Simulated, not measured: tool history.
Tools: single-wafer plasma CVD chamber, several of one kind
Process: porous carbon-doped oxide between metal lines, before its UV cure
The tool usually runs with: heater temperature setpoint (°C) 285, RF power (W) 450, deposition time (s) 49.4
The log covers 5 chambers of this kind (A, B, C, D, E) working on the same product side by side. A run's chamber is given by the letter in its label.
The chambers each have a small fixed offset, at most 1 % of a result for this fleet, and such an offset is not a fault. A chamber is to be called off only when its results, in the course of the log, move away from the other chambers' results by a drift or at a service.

run,day,heater temperature setpoint (°C),RF power (W),deposition time (s),"read-back reference wafer on the same gauge, thickness_nm",mean film thickness on the monitor wafer (Å)
1D,0.158,285,450,49.4,239.98,2672.7
2A,0.462,285,450,49.4,240.11,2700.7
3C,0.646,285,450,49.4,240.06,2673.1
4B,0.825,285,450,49.4,239.82,2663.2
# day 0.929: chamber C: thermocouple changed; heater temperature recalibrated
5E,1.054,285,450,49.4,239.48,2681
6B,1.279,285,450,49.4,240.08,2678.9
7E,1.492,285,450,49.4,239.88,2648.2
8D,1.767,271,530,49.4,240.09,3266.5
9A,1.925,271,530,49.4,240.04,3283.5
10C,2.158,271,530,49.4,239.75,3251
11C,2.354,271,530,49.4,240.07,3296.9
12B,2.625,271,530,49.4,239.89,3315.5
13A,2.858,285,450,49.4,240.01,2685.2
14E,3.129,285,450,49.4,240.14,2655.7
15D,3.342,285,450,49.4,240.02,2661.5
16B,3.521,285,450,49.4,240.04,2672.2
17E,3.688,290,450,49.4,240.27,2595.6
18C,3.892,290,450,49.4,240.09,2596.8
19A,4.171,290,450,49.4,239.88,2578.7
20D,4.408,290,450,49.4,240.16,2585.4
21B,4.696,290,450,49.4,240.02,2599.9
22A,4.858,285,485,49.4,239.87,2806.6
23C,5.075,285,485,49.4,240.1,2826.4
24D,5.367,285,485,49.4,240.03,2822.2
25E,5.633,285,485,49.4,240.07,2766.1
26E,5.817,285,485,49.4,239.8,2757.3
27B,6.121,285,450,49.4,240.04,2661.2
28C,6.375,285,450,49.4,240.15,2655
29A,6.604,285,450,49.4,240.35,2669.8
30D,6.85,285,450,49.4,239.9,2687.8
31D,7.108,285,450,42.1,240.09,2286.6
32E,7.279,285,450,42.1,239.95,2227
33C,7.5,285,450,42.1,239.81,2297.8
34B,7.675,285,450,42.1,240.07,2293
35A,7.938,285,450,42.1,239.93,2274.6
36A,8.229,285,450,49.4,239.88,2679.4
37E,8.442,285,450,49.4,240.01,2597.4
38D,8.646,285,450,49.4,240.11,2686.8
39C,8.879,297,450,49.4,239.69,2477
40B,9.129,297,450,49.4,240.09,2487.2
41B,9.429,297,450,49.4,240.28,2495.6
42A,9.667,297,450,49.4,240.09,2485.7
43D,9.85,297,450,49.4,239.95,2503.9

Each of the 5 chambers runs these same settings next. Fill in every chamber's results:
44A,10.071,285,450,49.4,,?
44B,10.071,285,450,49.4,,?
44C,10.071,285,450,49.4,,?
44D,10.071,285,450,49.4,,?
44E,10.071,285,450,49.4,,?

run,mean film thickness on the monitor wafer (Å)
44A,2677.6
44B,2684.1
44C,2680.4
44D,2680.2
44E,2563.1

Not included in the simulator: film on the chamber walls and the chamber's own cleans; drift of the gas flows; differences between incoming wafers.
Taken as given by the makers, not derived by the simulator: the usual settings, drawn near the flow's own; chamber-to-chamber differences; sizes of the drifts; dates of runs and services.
